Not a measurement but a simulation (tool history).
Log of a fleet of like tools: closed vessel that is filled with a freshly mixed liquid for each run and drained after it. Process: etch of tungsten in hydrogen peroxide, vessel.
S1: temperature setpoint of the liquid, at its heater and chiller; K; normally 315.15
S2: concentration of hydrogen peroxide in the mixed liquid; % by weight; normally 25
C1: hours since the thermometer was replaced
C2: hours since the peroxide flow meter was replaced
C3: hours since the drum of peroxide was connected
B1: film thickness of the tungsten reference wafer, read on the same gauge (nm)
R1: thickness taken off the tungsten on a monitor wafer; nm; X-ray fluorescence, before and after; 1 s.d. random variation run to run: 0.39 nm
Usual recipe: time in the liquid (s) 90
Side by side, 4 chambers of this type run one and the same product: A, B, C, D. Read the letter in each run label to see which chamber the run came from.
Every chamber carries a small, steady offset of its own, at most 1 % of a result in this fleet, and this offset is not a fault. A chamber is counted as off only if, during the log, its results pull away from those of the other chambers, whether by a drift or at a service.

run 1A hour=3.5 | S1=315.15 S2=25 time_in_the_liquid_(s)=90 | C1=1977.5 C2=74.8 C3=1066.4 | B1=140.00 | R1=52.007
run 2D hour=6.0 | S1=315.15 S2=25 time_in_the_liquid_(s)=90 | C1=2027.8 C2=1016.8 C3=84.4 | B1=140.00 | R1=51.487
run 3C hour=9.5 | S1=315.15 S2=25 time_in_the_liquid_(s)=90 | C1=235.4 C2=234.1 C3=257.7 | B1=140.01 | R1=50.857
run 4B hour=13.9 | S1=315.15 S2=25 time_in_the_liquid_(s)=90 | C1=1198.2 C2=31.3 C3=492.8 | B1=140.00 | R1=52.043
run 5D hour=17.5 | S1=315.15 S2=30 time_in_the_liquid_(s)=90 | C1=2039.3 C2=1028.3 C3=95.9 | B1=140.00 | R1=55.657
run 6B hour=21.7 | S1=315.15 S2=30 time_in_the_liquid_(s)=90 | C1=1206.0 C2=39.1 C3=500.6 | B1=139.99 | R1=56.694
run 7A hour=24.1 | S1=315.15 S2=30 time_in_the_liquid_(s)=90 | C1=1998.1 C2=95.4 C3=1087.0 | B1=139.99 | R1=56.127
-- hour=26.1 chamber A: new drum of peroxide connected
run 8C hour=28.4 | S1=315.15 S2=30 time_in_the_liquid_(s)=90 | C1=254.3 C2=253.0 C3=276.6 | B1=139.99 | R1=55.525
run 9B hour=32.9 | S1=315.15 S2=25 time_in_the_liquid_(s)=90 | C1=1217.2 C2=50.3 C3=511.8 | B1=140.01 | R1=52.054
run 10D hour=35.4 | S1=315.15 S2=25 time_in_the_liquid_(s)=90 | C1=2057.2 C2=1046.2 C3=113.8 | B1=139.99 | R1=51.509
-- hour=37.4 chamber D: thermometer replaced
run 11C hour=38.8 | S1=315.15 S2=25 time_in_the_liquid_(s)=90 | C1=264.7 C2=263.4 C3=287.0 | B1=139.99 | R1=50.915
run 12A hour=43.2 | S1=315.15 S2=25 time_in_the_liquid_(s)=90 | C1=2017.2 C2=114.5 C3=17.2 | B1=140.00 | R1=51.935
run 13A hour=47.8 | S1=306.65 S2=29 time_in_the_liquid_(s)=90 | C1=2021.8 C2=119.1 C3=21.8 | B1=139.99 | R1=31.527
run 14C hour=51.3 | S1=306.65 S2=29 time_in_the_liquid_(s)=90 | C1=277.2 C2=275.9 C3=299.5 | B1=140.00 | R1=31.256
run 15D hour=53.7 | S1=306.65 S2=29 time_in_the_liquid_(s)=90 | C1=16.3 C2=1064.5 C3=132.1 | B1=140.00 | R1=31.878
run 16B hour=56.8 | S1=306.65 S2=29 time_in_the_liquid_(s)=90 | C1=1241.1 C2=74.2 C3=535.7 | B1=140.00 | R1=31.500
run 17A hour=61.4 | S1=315.15 S2=25 time_in_the_liquid_(s)=90 | C1=2035.4 C2=132.7 C3=35.4 | B1=140.00 | R1=50.994
run 18B hour=65.6 | S1=315.15 S2=25 time_in_the_liquid_(s)=90 | C1=1249.9 C2=83.0 C3=544.5 | B1=140.00 | R1=51.385
run 19D hour=67.8 | S1=315.15 S2=25 time_in_the_liquid_(s)=90 | C1=30.4 C2=1078.6 C3=146.2 | B1=140.02 | R1=51.017
run 20C hour=69.9 | S1=315.15 S2=25 time_in_the_liquid_(s)=90 | C1=295.8 C2=294.5 C3=318.1 | B1=140.01 | R1=51.788
run 21C hour=72.0 | S1=315.15 S2=25 time_in_the_liquid_(s)=90 | C1=297.9 C2=296.6 C3=320.2 | B1=140.02 | R1=50.762
run 22A hour=76.4 | S1=315.15 S2=25 time_in_the_liquid_(s)=90 | C1=2050.4 C2=147.7 C3=50.4 | B1=140.01 | R1=52.096
run 23D hour=80.1 | S1=315.15 S2=25 time_in_the_liquid_(s)=90 | C1=42.7 C2=1090.9 C3=158.5 | B1=140.00 | R1=51.886
run 24B hour=83.7 | S1=315.15 S2=25 time_in_the_liquid_(s)=90 | C1=1268.0 C2=101.1 C3=562.6 | B1=140.03 | R1=50.075
run 25B hour=86.6 | S1=315.15 S2=25 time_in_the_liquid_(s)=90 | C1=1270.9 C2=104.0 C3=565.5 | B1=140.00 | R1=50.045
run 26A hour=89.4 | S1=315.15 S2=25 time_in_the_liquid_(s)=90 | C1=2063.4 C2=160.7 C3=63.4 | B1=139.99 | R1=51.367
run 27C hour=93.8 | S1=315.15 S2=25 time_in_the_liquid_(s)=90 | C1=319.7 C2=318.4 C3=342.0 | B1=140.00 | R1=50.829
run 28D hour=96.8 | S1=315.15 S2=25 time_in_the_liquid_(s)=90 | C1=59.4 C2=1107.6 C3=175.2 | B1=140.00 | R1=51.333
run 29A hour=100.6 | S1=315.15 S2=25 time_in_the_liquid_(s)=90 | C1=2074.6 C2=171.9 C3=74.6 | B1=139.99 | R1=51.663
run 30D hour=104.7 | S1=315.15 S2=25 time_in_the_liquid_(s)=90 | C1=67.3 C2=1115.5 C3=183.1 | B1=140.01 | R1=51.735
run 31B hour=108.4 | S1=315.15 S2=25 time_in_the_liquid_(s)=90 | C1=1292.7 C2=125.8 C3=587.3 | B1=139.99 | R1=49.629
run 32C hour=110.8 | S1=315.15 S2=25 time_in_the_liquid_(s)=90 | C1=336.7 C2=335.4 C3=359.0 | B1=139.99 | R1=50.333
run 33B hour=113.1 | S1=315.15 S2=25 time_in_the_liquid_(s)=90 | C1=1297.4 C2=130.5 C3=592.0 | B1=140.02 | R1=49.274
run 34A hour=116.9 | S1=315.15 S2=25 time_in_the_liquid_(s)=90 | C1=2090.9 C2=188.2 C3=90.9 | B1=140.00 | R1=51.841
run 35D hour=119.3 | S1=315.15 S2=25 time_in_the_liquid_(s)=90 | C1=81.9 C2=1130.1 C3=197.7 | B1=139.99 | R1=51.968
run 36C hour=121.7 | S1=315.15 S2=25 time_in_the_liquid_(s)=90 | C1=347.6 C2=346.3 C3=369.9 | B1=140.01 | R1=51.232
run 37B hour=126.3 | S1=315.15 S2=21 time_in_the_liquid_(s)=45 | C1=1310.6 C2=143.7 C3=605.2 | B1=139.98 | R1=21.872
run 38A hour=128.8 | S1=315.15 S2=21 time_in_the_liquid_(s)=45 | C1=2102.8 C2=200.1 C3=102.8 | B1=140.01 | R1=23.631
run 39C hour=132.5 | S1=315.15 S2=21 time_in_the_liquid_(s)=45 | C1=358.4 C2=357.1 C3=380.7 | B1=140.00 | R1=23.098

Does one chamber stand apart from the rest, does the shared gauge drift, or is all well apart from small per-chamber offsets? Give the chamber and the most likely cause, where there is one.

It is chamber B that slowly wanders off from its peers.
What lies behind it: liquid colder than its thermometer reads (K) = 1.08.
The log may not separate it from: peroxide flow below the setpoint (%).

Below are 4 candidate recipes for chamber B's next run, each the usual settings with a change, their results shown as question marks. Which of them brings B's results back in line with what the other chambers give on the usual settings?
In-line tolerance around the mean of the other chambers on the usual settings: R1 1.400 nm
run 40B-1 hour=135.8 | S1=315.15 S2=28.0 time_in_the_liquid_(s)=90 | R1=?
run 40B-2 hour=135.8 | S1=315.15 S2=19.0 time_in_the_liquid_(s)=90 | R1=?
run 40B-3 hour=135.8 | S1=317.15 S2=25.5 time_in_the_liquid_(s)=90 | R1=?
run 40B-4 hour=135.8 | S1=314.15 S2=25.0 time_in_the_liquid_(s)=90 | R1=?

Mean of the other chambers on the usual settings: R1 51.291 nm
run=40B-1 R1=51.078
run=40B-2 R1=42.044
run=40B-3 R1=55.425
run=40B-4 R1=45.222
40B-1 brings the chamber back in line.
